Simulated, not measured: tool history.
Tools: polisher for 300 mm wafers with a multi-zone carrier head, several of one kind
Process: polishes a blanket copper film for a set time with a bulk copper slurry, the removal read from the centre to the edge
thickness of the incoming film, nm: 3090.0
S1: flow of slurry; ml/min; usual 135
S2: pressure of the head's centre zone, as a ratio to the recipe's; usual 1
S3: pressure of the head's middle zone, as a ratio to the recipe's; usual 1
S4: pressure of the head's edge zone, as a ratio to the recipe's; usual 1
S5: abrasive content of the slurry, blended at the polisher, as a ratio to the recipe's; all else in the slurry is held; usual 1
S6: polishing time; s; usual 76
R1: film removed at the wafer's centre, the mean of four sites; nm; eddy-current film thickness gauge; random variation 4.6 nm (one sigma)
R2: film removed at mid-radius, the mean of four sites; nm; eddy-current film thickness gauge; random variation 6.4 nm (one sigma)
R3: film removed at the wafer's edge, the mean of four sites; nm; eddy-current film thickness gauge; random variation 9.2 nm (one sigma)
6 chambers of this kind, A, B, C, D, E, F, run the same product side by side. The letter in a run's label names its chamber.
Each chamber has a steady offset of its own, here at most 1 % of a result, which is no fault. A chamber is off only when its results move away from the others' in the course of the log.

run	hour	S1	S2	S3	S4	S5	S6	R1	R2	R3
1A	14.2	135	1	1	1	1	76	623.79	606.82	638.71
2B	27.4	135	1	1	1	1	76	621.37	614.79	616.37
# hour 31: chamber F: worn pad replaced by a new one
3F	39.5	135	1	1	1	1	76	613.73	625.37	614.59
# hour 47.8: chamber E: centre zone pressure recalibrated
# hour 49.6: chamber C: centre zone pressure recalibrated
4C	53.8	135	1	1	1	1	76	627.38	615.15	630.76
5E	66.2	135	1	1	0.91	1	68	550.32	556.19	534.28
# hour 70.6: chamber F: edge zone pressure recalibrated
6D	76.4	135	1	1	0.91	1	68	552.8	555.5	539.84
# hour 87.7: chamber A: worn pad replaced by a new one
# hour 88.8: chamber D: worn pad replaced by a new one
7B	91.8	135	1	1	0.91	1	68	563.73	541.92	521.44
8E	105.4	135	1	1	0.91	1	68	564.2	561.61	537.34
9A	114.9	135	1	1	0.91	1	68	550.33	544.81	536.78
# hour 115: chamber E: worn pad replaced by a new one
# hour 118.9: chamber B: slurry nozzle cleaned
10F	128.9	135	1	1	0.91	1	68	550.65	557.42	537.92
11D	144.5	135	1	1	1	1	96	778.93	782.42	788.99
# hour 145.7: chamber F: slurry nozzle cleaned
# hour 146.8: chamber B: edge zone pressure recalibrated
# hour 153.3: chamber F: worn pad replaced by a new one
# hour 154.4: chamber B: worn pad replaced by a new one
# hour 155: chamber E: edge zone pressure recalibrated
12C	158.8	135	1	1	1	1	96	787.83	781.73	788.25
13A	173.1	135	1	1	1	1	96	781.08	786.16	787.35
14E	182.1	135	1	1	1	1	96	785.57	777.4	802.05
# hour 196.1: chamber C: worn pad replaced by a new one
15C	197.7	135	1	1	1	1	96	792.45	786.83	783.37
16F	205.4	135	1	1	1	1	96	786.28	802.72	775.94
# hour 209.5: chamber D: worn pad replaced by a new one
17B	214.6	135	1	1	1	1	76	623.61	622.25	617.5
# hour 225: chamber C: edge zone pressure recalibrated
18D	229.1	135	1	1	1	1	76	615.19	616.78	620.61
# hour 232.3: chamber D: centre zone pressure recalibrated
# hour 239.4: chamber D: edge zone pressure recalibrated
19C	240.9	135	1	1	1	1	76	624.38	635.28	609.97
# hour 247.2: chamber A: worn pad replaced by a new one
20F	247.9	135	1	1	1	1	76	618.53	640.02	628.72
21B	262.4	135	1	1	1	1	76	627.91	614.13	641.23
# hour 270.4: chamber B: centre zone pressure recalibrated
22D	270.5	100	1	1	1	1	52	374.22	386.56	397.91
# hour 273.8: chamber F: worn pad replaced by a new one
23E	284.5	100	1	1	1	1	52	393.74	390.19	395.72
24A	291.7	100	1	1	1	1	52	387.14	391.3	401.38
# hour 297.4: chamber E: worn pad replaced by a new one
25B	301.3	100	1	1	1	1	52	391.5	391.49	398.68
# hour 307.3: chamber B: worn pad replaced by a new one
# hour 309.6: chamber C: slurry nozzle cleaned
26D	311.6	100	1	1	1	1	52	374.52	386.77	401.9
27C	319.8	100	1	1	1	1	52	395.9	399.61	414.15
# hour 329.9: chamber D: worn pad replaced by a new one
28E	330.5	135	1	1	1	1	76	630.54	618.04	638.71
29A	342.6	135	1	1	1	1	76	619.84	624.47	610.76
30F	354.6	135	1	1	1	1	76	615.99	624.49	617.09
31B	369.3	135	1	1	1	1	76	615.37	631.7	621.51
32D	377.2	135	1.09	1	1	1	76	650.77	584.85	603.89
33C	384.8	135	1.09	1	1	1	76	683.04	622.03	622.69
# hour 391.5: chamber E: slurry nozzle cleaned
# hour 393: chamber F: worn pad replaced by a new one
34A	394	135	1.09	1	1	1	76	682.06	608.43	619.3
35F	402.4	135	1.09	1	1	1	76	678.11	629.7	627.06
36E	417.8	135	1.09	1	1	1	76	687.72	625.74	619.09
37D	431.9	135	1.09	1	1	1	76	650.81	592.79	586.02
# hour 435.1: chamber C: worn pad replaced by a new one
# hour 439.5: chamber C: centre zone pressure recalibrated
# hour 445.8: chamber A: worn pad replaced by a new one
38C	447.6	135	1	1	1	1	76	623.49	633.66	634.92
39A	459.1	135	1	1	1	1	76	618.52	625.12	613.81

What goes on in this fleet: one chamber off, a drifting gauge, or nothing beyond the chambers' own small offsets? Name the chamber and the cause, if any.

Chamber D drifts away from the others.
Cause: slurry flow missing at the pad, % = 21.2.

Here are 4 candidates for chamber D's next run, each the usual settings with a change, their results left as question marks. Which one brings its results back in line with what the others give on the usual settings?
In line means no further than this from the other chambers' mean on the usual settings: R1 16 nm; R2 22 nm; R3 32 nm
40D-1	470.5	140	1.02	1.02	0.99	1	78	?	?	?
40D-2	470.5	130	0.98	0.98	1.01	1	74	?	?	?
40D-3	470.5	140	1.03	1.02	0.98	1	81	?	?	?
40D-4	470.5	130	0.97	0.97	1.03	1	72	?	?	?

The other chambers' mean on the usual settings: R1 620.76 nm; R2 622.19 nm; R3 621.29 nm
run	R1	R2	R3
40D-1	621.6	622.24	624.82
40D-2	551.44	558.15	591.39
40D-3	652.5	646.14	645.45
40D-4	530.42	537.99	581.44
40D-1 brings the chamber back in line.

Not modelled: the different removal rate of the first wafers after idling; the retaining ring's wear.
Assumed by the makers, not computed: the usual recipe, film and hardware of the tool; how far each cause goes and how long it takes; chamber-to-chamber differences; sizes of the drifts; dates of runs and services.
